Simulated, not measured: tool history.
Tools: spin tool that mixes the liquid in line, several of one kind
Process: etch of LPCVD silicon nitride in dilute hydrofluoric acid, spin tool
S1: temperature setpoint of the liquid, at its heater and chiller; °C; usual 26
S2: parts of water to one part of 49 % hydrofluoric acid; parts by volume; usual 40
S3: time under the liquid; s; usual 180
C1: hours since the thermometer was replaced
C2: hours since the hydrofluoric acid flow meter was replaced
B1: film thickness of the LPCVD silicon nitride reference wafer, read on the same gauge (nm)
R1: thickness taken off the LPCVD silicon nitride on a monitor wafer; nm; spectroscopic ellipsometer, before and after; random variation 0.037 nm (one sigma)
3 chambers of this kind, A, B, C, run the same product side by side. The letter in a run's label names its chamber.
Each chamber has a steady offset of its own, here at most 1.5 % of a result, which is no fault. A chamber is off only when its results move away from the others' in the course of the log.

Run 1C, day 0.454: usual settings; C1 333.8; C2 1909.5; B1 99.997. Result: R1 2.3703 nm.
Run 2B, day 0.767: usual settings; C1 1446.6; C2 1827.7; B1 100.01. Result: R1 2.3754 nm.
Run 3A, day 1.229: usual settings; C1 2083.9; C2 532.9; B1 100.02. Result: R1 2.348 nm.
Run 4C, day 1.688: usual settings; C1 363.4; C2 1939.1; B1 99.978. Result: R1 2.3652 nm.
Run 5A, day 2.204: usual settings; C1 2107.3; C2 556.3; B1 99.992. Result: R1 2.4401 nm.
Run 6B, day 2.562: usual settings; C1 1489.7; C2 1870.8; B1 100.01. Result: R1 2.3903 nm.
Run 7C, day 3: usual settings; C1 394.9; C2 1970.6; B1 99.986. Result: R1 2.2301 nm.
Run 8A, day 3.342: usual settings; C1 2134.6; C2 583.6; B1 99.996. Result: R1 2.4455 nm.
Run 9B, day 3.825: usual settings but S2 45 parts by volume, S3 290 s; C1 1520; C2 1901.1; B1 99.971. Result: R1 3.3711 nm.
Run 10C, day 4.3: usual settings but S2 45 parts by volume, S3 290 s; C1 426.1; C2 2001.8; B1 100.01. Result: R1 3.1611 nm.
At day 4.646: chamber C: hydrofluoric acid flow meter replaced.
Run 11A, day 4.738: usual settings but S2 45 parts by volume, S3 290 s; C1 2168.1; C2 617.1; B1 99.994. Result: R1 3.4586 nm.
Run 12B, day 5.258: usual settings; C1 1554.4; C2 1935.5; B1 99.982. Result: R1 2.2994 nm.
Run 13C, day 5.725: usual settings; C1 460.3; C2 25.9; B1 99.993. Result: R1 2.2444 nm.
Run 14A, day 6.1: usual settings; C1 2200.8; C2 649.8; B1 100.02. Result: R1 2.4487 nm.
Run 15B, day 6.362: usual settings; C1 1580.9; C2 1962; B1 100.01. Result: R1 2.3494 nm.
Run 16A, day 6.608: usual settings; C1 2213; C2 662; B1 100.02. Result: R1 2.3295 nm.
Run 17B, day 6.875: usual settings but S1 30.5 °C; C1 1593.2; C2 1974.3; B1 100.02. Result: R1 3.2224 nm.
Run 18C, day 7.271: usual settings but S1 30.5 °C; C1 497.4; C2 63; B1 99.96. Result: R1 2.9756 nm.
Run 19A, day 7.604: usual settings but S1 30.5 °C; C1 2236.9; C2 685.9; B1 100.01. Result: R1 3.2216 nm.
Run 20C, day 8.021: usual settings; C1 515.4; C2 81; B1 100.01. Result: R1 2.2021 nm.
Run 21B, day 8.275: usual settings; C1 1626.8; C2 2007.9; B1 99.998. Result: R1 2.3225 nm.
Run 22B, day 8.733: usual settings but S1 24 °C, S2 30 parts by volume; C1 1637.8; C2 2018.9; B1 100. Result: R1 2.7078 nm.
Run 23C, day 9.262: usual settings but S1 24 °C, S2 30 parts by volume; C1 545.2; C2 110.8; B1 99.99. Result: R1 2.4128 nm.
Run 24A, day 9.642: usual settings but S1 24 °C, S2 30 parts by volume; C1 2285.8; C2 734.8; B1 100.01. Result: R1 2.7586 nm.
Run 25A, day 9.967: usual settings; C1 2293.6; C2 742.6; B1 100.02. Result: R1 2.3638 nm.
At day 10.05: chamber B: hydrofluoric acid flow meter replaced.
Run 26B, day 10.412: usual settings; C1 1678.1; C2 8.8; B1 100. Result: R1 2.2906 nm.
Run 27C, day 10.667: usual settings; C1 578.9; C2 144.5; B1 99.987. Result: R1 2.1312 nm.
At day 11.104: chamber A: hydrofluoric acid flow meter replaced.
Run 28C, day 11.2: usual settings but S1 23.5 °C, S2 30 parts by volume; C1 591.7; C2 157.3; B1 99.99. Result: R1 2.3315 nm.
Run 29B, day 11.675: usual settings but S1 23.5 °C, S2 30 parts by volume; C1 1708.4; C2 39.1; B1 100.02. Result: R1 2.5443 nm.
Run 30A, day 11.938: usual settings but S1 23.5 °C, S2 30 parts by volume; C1 2340.9; C2 20; B1 100.01. Result: R1 2.637 nm.
Run 31B, day 12.429: usual settings; C1 1726.5; C2 57.2; B1 100.01. Result: R1 2.3258 nm.
Run 32C, day 12.812: usual settings but S1 22.5 °C, S2 60 parts by volume; C1 630.4; C2 196; B1 99.989. Result: R1 1.0744 nm.
Run 33A, day 13.208: usual settings but S1 22.5 °C, S2 60 parts by volume; C1 2371.4; C2 50.5; B1 100.02. Result: R1 1.2492 nm.
At day 13.575: chamber A: thermometer replaced.
Run 34A, day 13.692: usual settings but S1 22.5 °C, S2 60 parts by volume; C1 2.9; C2 62.1; B1 100.01. Result: R1 1.2577 nm.
Run 35C, day 14.158: usual settings; C1 662.7; C2 228.3; B1 99.99. Result: R1 2.0499 nm.

What goes on in this fleet: one chamber off, a drifting gauge, or nothing beyond the chambers' own small offsets? Name the chamber and the cause, if any.

Chamber C drifts away from the others.
Cause: liquid colder than its thermometer reads (K) = 2.37.

Here are 4 candidates for chamber C's next run, each the usual settings with a change, their results left as question marks. Which one brings its results back in line with what the others give on the usual settings?
In line means no further than this from the other chambers' mean on the usual settings: R1 0.13 nm
Run 36C-1, day 14.538: usual settings but S1 25.5 °C. Result: R1 ?.
Run 36C-2, day 14.538: usual settings but S3 155 s. Result: R1 ?.
Run 36C-3, day 14.538: usual settings but S3 190 s. Result: R1 ?.
Run 36C-4, day 14.538: usual settings but S1 28 °C. Result: R1 ?.

The other chambers' mean on the usual settings: R1 2.3463 nm
  run      R1
36C-1  1.9475
36C-2  1.7351
36C-3  2.1269
36C-4  2.3075
36C-4 brings the chamber back in line.

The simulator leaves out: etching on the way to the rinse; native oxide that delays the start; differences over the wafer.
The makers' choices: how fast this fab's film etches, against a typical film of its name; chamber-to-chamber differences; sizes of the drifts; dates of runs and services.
